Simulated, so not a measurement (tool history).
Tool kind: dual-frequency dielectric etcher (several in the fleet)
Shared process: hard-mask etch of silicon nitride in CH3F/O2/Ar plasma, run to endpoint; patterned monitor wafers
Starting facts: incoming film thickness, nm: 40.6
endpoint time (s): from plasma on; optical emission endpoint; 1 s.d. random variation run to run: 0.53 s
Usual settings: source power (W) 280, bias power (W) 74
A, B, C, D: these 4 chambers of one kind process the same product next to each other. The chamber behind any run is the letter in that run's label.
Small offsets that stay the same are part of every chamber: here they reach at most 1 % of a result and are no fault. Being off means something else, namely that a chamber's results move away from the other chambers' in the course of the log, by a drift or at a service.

run   hour  source power (W)  bias power (W)  hours since the last wet clean  hours since the last source power generator calibration  hours since the last bias power generator calibration  endpoint time (s)
 1D    3.1               280              74                           159.6                                                    388.2                                                  144.4             65.899
 2B    7.7               280              74                           407.8                                                    975.5                                                  341.7             66.857
 3A   11.3               280              74                           529.7                                                   2305.3                                                 2532.4             66.758
 4C   15.8               280              74                           252.0                                                   4664.5                                                 2747.4             65.620
 5C   19.8               280              74                           256.0                                                   4668.5                                                 2751.4             66.558
 6D   23.6               280              74                           180.1                                                    408.7                                                  164.9             67.244
 7B   28.7               280              74                           428.8                                                    996.5                                                  362.7             67.458
 8A   33.3               280              74                           551.7                                                   2327.3                                                 2554.4             67.530
 9D   37.0               280              74                           193.5                                                    422.1                                                  178.3             66.983
10C   41.9               280              74                           278.1                                                   4690.6                                                 2773.5             66.289
11B   44.6               280              74                           444.7                                                   1012.4                                                  378.6             67.392
12A   48.8               280              74                           567.2                                                   2342.8                                                 2569.9             67.408
13B   53.3               280              86                           453.4                                                   1021.1                                                  387.3             63.361
14D   58.5               280              86                           215.0                                                    443.6                                                  199.8             62.425
      60.5  -- chamber A: wet clean of the chamber
15C   61.4               280              86                           297.6                                                   4710.1                                                 2793.0             62.434
16A   64.9               280              86                             4.5                                                   2358.9                                                 2586.0             63.515
17B   68.7               280              60                           468.8                                                   1036.5                                                  402.7             71.871
18D   73.0               280              60                           229.5                                                    458.1                                                  214.3             71.762
19A   77.2               280              60                            16.8                                                   2371.2                                                 2598.3             71.397
20C   80.4               280              60                           316.6                                                   4729.1                                                 2812.0             70.497
21D   84.5               280              74                           241.0                                                    469.6                                                  225.8             65.971
22A   87.3               280              74                            26.9                                                   2381.3                                                 2608.4             66.524
23B   92.0               280              74                           492.1                                                   1059.8                                                  426.0             66.837
24C   95.6               310              63                           331.8                                                   4744.3                                                 2827.2             67.280
25D  100.8               310              63                           257.3                                                    485.9                                                  242.1             66.699
26B  104.1               310              63                           504.2                                                   1071.9                                                  438.1             68.071
     107.6  -- chamber C: wet clean of the chamber
27A  108.3               310              63                            47.9                                                   2402.3                                                 2629.4             68.272
28C  112.9               280              74                             5.3                                                   4761.6                                                 2844.5             65.122
29D  117.0               280              74                           273.5                                                    502.1                                                  258.3             65.615
30C  119.7               280              74                            12.1                                                   4768.4                                                 2851.3             65.825
31A  123.6               280              74                            63.2                                                   2417.6                                                 2644.7             66.984

Next, all 4 chambers run the settings below, one line each with question marks for the results. What does each chamber give?
32A  127.4               280              74                                                                                                                                                                  ?
32B  127.4               280              74                                                                                                                                                                  ?
32C  127.4               280              74                                                                                                                                                                  ?
32D  127.4               280              74                                                                                                                                                                  ?

run  endpoint time (s)
32A             67.104
32B             67.250
32C             66.369
32D             66.253
